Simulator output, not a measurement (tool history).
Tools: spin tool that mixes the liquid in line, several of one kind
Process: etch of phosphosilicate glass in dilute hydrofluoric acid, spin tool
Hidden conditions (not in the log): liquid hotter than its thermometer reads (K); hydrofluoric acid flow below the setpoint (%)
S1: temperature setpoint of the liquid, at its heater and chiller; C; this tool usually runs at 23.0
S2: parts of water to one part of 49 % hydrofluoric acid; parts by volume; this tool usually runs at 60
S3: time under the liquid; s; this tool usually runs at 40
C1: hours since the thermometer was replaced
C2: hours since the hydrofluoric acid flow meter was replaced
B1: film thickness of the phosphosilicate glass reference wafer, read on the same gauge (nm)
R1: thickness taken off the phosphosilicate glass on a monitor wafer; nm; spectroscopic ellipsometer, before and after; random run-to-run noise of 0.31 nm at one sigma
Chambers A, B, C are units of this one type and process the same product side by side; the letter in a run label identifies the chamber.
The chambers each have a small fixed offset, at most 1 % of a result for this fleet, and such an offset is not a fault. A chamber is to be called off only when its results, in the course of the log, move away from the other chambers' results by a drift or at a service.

| run | hour | S1 | S2 | S3 | C1 | C2 | B1 | R1 |
|---|---|---|---|---|---|---|---|---|
| 1A | 7.8 | 23.0 | 60 | 40 | 2131.5 | 216.2 | 120.02 | 40.775 |
| 2C | 13.2 | 23.0 | 60 | 40 | 1896.4 | 366.6 | 119.99 | 39.991 |
| 3B | 20.2 | 23.0 | 60 | 40 | 953.5 | 893.6 | 120.00 | 40.915 |
| 4A | 28.8 | 23.0 | 60 | 40 | 2152.5 | 237.2 | 120.04 | 40.956 |
|  | 33.4 | chamber B: hydrofluoric acid flow meter replaced |
| 5B | 34.5 | 23.0 | 60 | 40 | 967.8 | 1.2 | 119.99 | 40.449 |
| 6C | 42.3 | 23.0 | 60 | 40 | 1925.5 | 395.7 | 120.04 | 40.081 |
| 7C | 50.4 | 23.0 | 60 | 40 | 1933.6 | 403.8 | 119.97 | 40.004 |
| 8A | 56.7 | 23.0 | 60 | 40 | 2180.4 | 265.1 | 120.00 | 40.700 |
| 9B | 61.7 | 23.0 | 60 | 40 | 995.0 | 28.4 | 120.04 | 41.310 |
| 10A | 69.1 | 23.0 | 40 | 40 | 2192.8 | 277.5 | 119.99 | 63.525 |
| 11C | 77.1 | 23.0 | 40 | 40 | 1960.3 | 430.5 | 119.98 | 61.854 |
| 12B | 83.0 | 23.0 | 40 | 40 | 1016.3 | 49.7 | 120.02 | 63.094 |
| 13A | 89.3 | 23.0 | 60 | 40 | 2213.0 | 297.7 | 119.98 | 40.923 |
| 14C | 96.7 | 23.0 | 80 | 60 | 1979.9 | 450.1 | 120.05 | 43.562 |
| 15B | 104.1 | 23.0 | 80 | 60 | 1037.4 | 70.8 | 120.02 | 44.925 |
| 16B | 109.5 | 23.0 | 80 | 60 | 1042.8 | 76.2 | 120.00 | 44.908 |
| 17A | 113.7 | 23.0 | 60 | 40 | 2237.4 | 322.1 | 120.02 | 40.568 |
| 18C | 122.7 | 23.0 | 60 | 40 | 2005.9 | 476.1 | 120.00 | 40.358 |
| 19B | 127.9 | 23.0 | 60 | 40 | 1061.2 | 94.6 | 120.05 | 40.481 |
| 20C | 132.1 | 23.0 | 60 | 40 | 2015.3 | 485.5 | 119.99 | 40.217 |
| 21A | 140.5 | 23.0 | 60 | 40 | 2264.2 | 348.9 | 120.02 | 40.752 |
|  | 146.2 | chamber C: hydrofluoric acid flow meter replaced |
| 22C | 148.7 | 23.0 | 60 | 40 | 2031.9 | 2.6 | 120.03 | 40.187 |
| 23A | 155.5 | 23.0 | 60 | 40 | 2279.2 | 363.9 | 120.07 | 40.648 |
| 24B | 161.5 | 23.0 | 60 | 40 | 1094.8 | 128.2 | 119.99 | 40.805 |
| 25B | 170.4 | 23.0 | 60 | 40 | 1103.7 | 137.1 | 120.00 | 41.045 |
| 26C | 177.5 | 23.0 | 60 | 40 | 2060.7 | 31.4 | 120.00 | 40.803 |
| 27A | 182.6 | 23.0 | 60 | 40 | 2306.3 | 391.0 | 120.01 | 41.100 |
| 28C | 191.2 | 23.0 | 60 | 40 | 2074.4 | 45.1 | 120.01 | 40.309 |
| 29B | 199.8 | 23.0 | 60 | 40 | 1133.1 | 166.5 | 120.01 | 40.707 |
| 30A | 204.7 | 23.0 | 60 | 40 | 2328.4 | 413.1 | 119.97 | 41.060 |
| 31A | 213.3 | 23.0 | 60 | 40 | 2337.0 | 421.7 | 119.96 | 40.351 |
| 32B | 217.5 | 23.0 | 60 | 40 | 1150.8 | 184.2 | 119.99 | 40.758 |
| 33C | 221.7 | 23.0 | 60 | 40 | 2104.9 | 75.6 | 119.93 | 40.799 |
| 34B | 228.2 | 26.5 | 80 | 40 | 1161.5 | 194.9 | 120.00 | 34.342 |
| 35A | 232.7 | 26.5 | 80 | 40 | 2356.4 | 441.1 | 120.02 | 34.222 |
| 36C | 241.6 | 26.5 | 80 | 40 | 2124.8 | 95.5 | 119.98 | 33.535 |
| 37A | 248.0 | 23.0 | 60 | 40 | 2371.7 | 456.4 | 119.96 | 40.491 |
| 38B | 253.1 | 23.0 | 60 | 40 | 1186.4 | 219.8 | 120.03 | 40.253 |
| 39C | 258.9 | 23.0 | 60 | 40 | 2142.1 | 112.8 | 119.99 | 40.275 |
| 40C | 265.4 | 23.0 | 60 | 40 | 2148.6 | 119.3 | 119.96 | 40.213 |
| 41B | 270.2 | 23.0 | 60 | 40 | 1203.5 | 236.9 | 119.97 | 40.776 |
| 42A | 274.4 | 23.0 | 60 | 40 | 2398.1 | 482.8 | 120.00 | 40.772 |

Is one chamber out of step, is the gauge drifting, or do the chambers differ by no more than their own small offsets? For an off chamber, give its letter and the likeliest cause.

Nothing is wrong: each chamber keeps only its own small, steady offset and the gauge holds still.
